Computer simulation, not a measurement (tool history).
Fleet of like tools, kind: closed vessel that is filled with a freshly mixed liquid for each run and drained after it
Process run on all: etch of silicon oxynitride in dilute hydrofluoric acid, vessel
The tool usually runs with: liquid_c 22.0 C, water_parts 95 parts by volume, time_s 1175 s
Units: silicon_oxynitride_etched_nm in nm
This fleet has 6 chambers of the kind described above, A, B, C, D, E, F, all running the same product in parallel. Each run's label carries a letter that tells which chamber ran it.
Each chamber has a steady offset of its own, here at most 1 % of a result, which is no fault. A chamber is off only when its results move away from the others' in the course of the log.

run	hour	liquid_c	water_parts	time_s	hours since the thermometer was replaced	hours since the hydrofluoric acid flow meter was replaced	read-back film thickness of the silicon oxynitride reference wafer, read on the same gauge (nm)	silicon_oxynitride_etched_nm
1F	14.5	22.0	95	1175	372.4	819.1	59.991	53.848
2D	30.9	22.0	95	1175	114.2	1266.6	60.018	53.772
3C	39.6	22.0	95	1175	736.4	268.2	59.991	53.860
4E	53.2	22.0	95	1175	437.7	809.1	59.957	54.246
5B	67.4	17.5	95	1175	938.6	136.4	60.011	43.531
6A	79.3	17.5	95	1175	539.4	1529.1	60.008	43.846
7E	95.4	17.5	95	1175	479.9	851.3	60.001	43.081
8D	110.4	17.5	95	1175	193.7	1346.1	60.001	43.528
9B	124.0	17.5	95	1175	995.2	193.0	60.006	43.615
10F	135.0	17.5	95	1175	492.9	939.6	60.003	43.081
11C	149.3	22.0	95	1175	846.1	377.9	59.996	53.408
# hour 156.9: chamber F: hydrofluoric acid flow meter replaced
12A	160.8	22.0	95	1175	620.9	1610.6	59.996	54.755
13C	172.2	22.0	95	1730	869.0	400.8	60.001	78.975
14E	185.5	22.0	95	1730	570.0	941.4	60.006	79.783
15A	193.6	22.0	95	1730	653.7	1643.4	59.994	78.907
# hour 203.3: chamber A: hydrofluoric acid flow meter replaced
16F	209.5	22.0	95	1730	567.4	52.7	60.000	79.592
# hour 215.2: chamber E: hydrofluoric acid flow meter replaced
17D	220.7	22.0	95	1730	304.0	1456.4	60.013	78.363
18B	236.3	22.0	95	1730	1107.5	305.3	59.989	80.233
19B	245.8	22.0	95	1175	1117.0	314.8	59.998	54.123
20D	253.5	22.0	95	1175	336.8	1489.2	60.016	53.275
21A	263.3	22.0	95	1175	723.4	60.0	60.017	55.215
22E	276.8	27.0	125	1175	661.3	61.7	59.991	50.327
# hour 280.3: chamber C: hydrofluoric acid flow meter replaced
23F	287.9	27.0	125	1175	645.8	131.1	59.997	50.573
24C	295.1	27.0	125	1175	991.9	14.8	59.993	49.554
25F	311.1	27.0	125	1175	669.0	154.3	60.020	50.251
26A	322.9	27.0	125	1175	783.0	119.6	60.000	50.052
# hour 323.8: chamber D: hydrofluoric acid flow meter replaced
27C	331.1	27.0	125	1175	1027.9	50.8	60.008	49.117
28B	341.7	22.0	95	1175	1212.9	410.7	60.001	53.743
29D	355.7	22.0	60	1175	439.0	31.9	60.015	88.716
30E	369.1	22.0	60	1175	753.6	154.0	59.998	88.326
# hour 371.8: chamber F: thermometer replaced
31B	379.4	22.0	60	1175	1250.6	448.4	60.022	86.934
32C	393.5	22.0	60	1175	1090.3	113.2	60.004	86.678
33F	402.6	22.0	60	1175	30.8	245.8	59.995	88.394
34E	412.4	22.0	60	1175	796.9	197.3	60.006	88.583
35D	426.8	22.0	95	510	510.1	103.0	60.024	23.454
36A	437.3	22.0	95	510	897.4	234.0	59.980	23.702
37F	448.3	22.0	95	510	76.5	291.5	60.012	23.378
38E	460.8	22.0	95	510	845.3	245.7	60.018	23.363
39B	474.9	22.0	95	510	1346.1	543.9	59.981	23.343
40A	484.8	22.0	95	510	944.9	281.5	59.996	23.643
41C	498.6	22.0	95	1175	1195.4	218.3	59.995	52.148
42D	508.6	22.0	95	1175	591.9	184.8	59.991	54.141
43D	516.1	22.0	95	1175	599.4	192.3	60.007	54.399

Which is it: a chamber that has drifted or been left off by a service, a gauge drift common to all chambers, or only each chamber's usual small offset? If a chamber is off, name it and its likeliest cause.

It is chamber C that slowly wanders off from its peers.
Most likely cause: liquid colder than its thermometer reads (K) = 0.844.

Which of the 4 candidates below, each the usual settings with something changed and its results left as question marks, puts chamber C back in line with what the other chambers give on the usual settings?
Counts as in line when no further than this from what the other chambers average on the usual settings: silicon_oxynitride_etched_nm 1.100 nm
44C-1	528.0	22.0	95	1170				?
44C-2	528.0	23.0	95	1175				?
44C-3	528.0	21.0	95	1175				?
44C-4	528.0	22.0	95	1180				?

On the usual settings, the other chambers give on average: silicon_oxynitride_etched_nm 54.113 nm
run	silicon_oxynitride_etched_nm
44C-1	51.515
44C-2	54.298
44C-3	49.273
44C-4	51.955
It is 44C-2 that realigns the chamber with its peers.
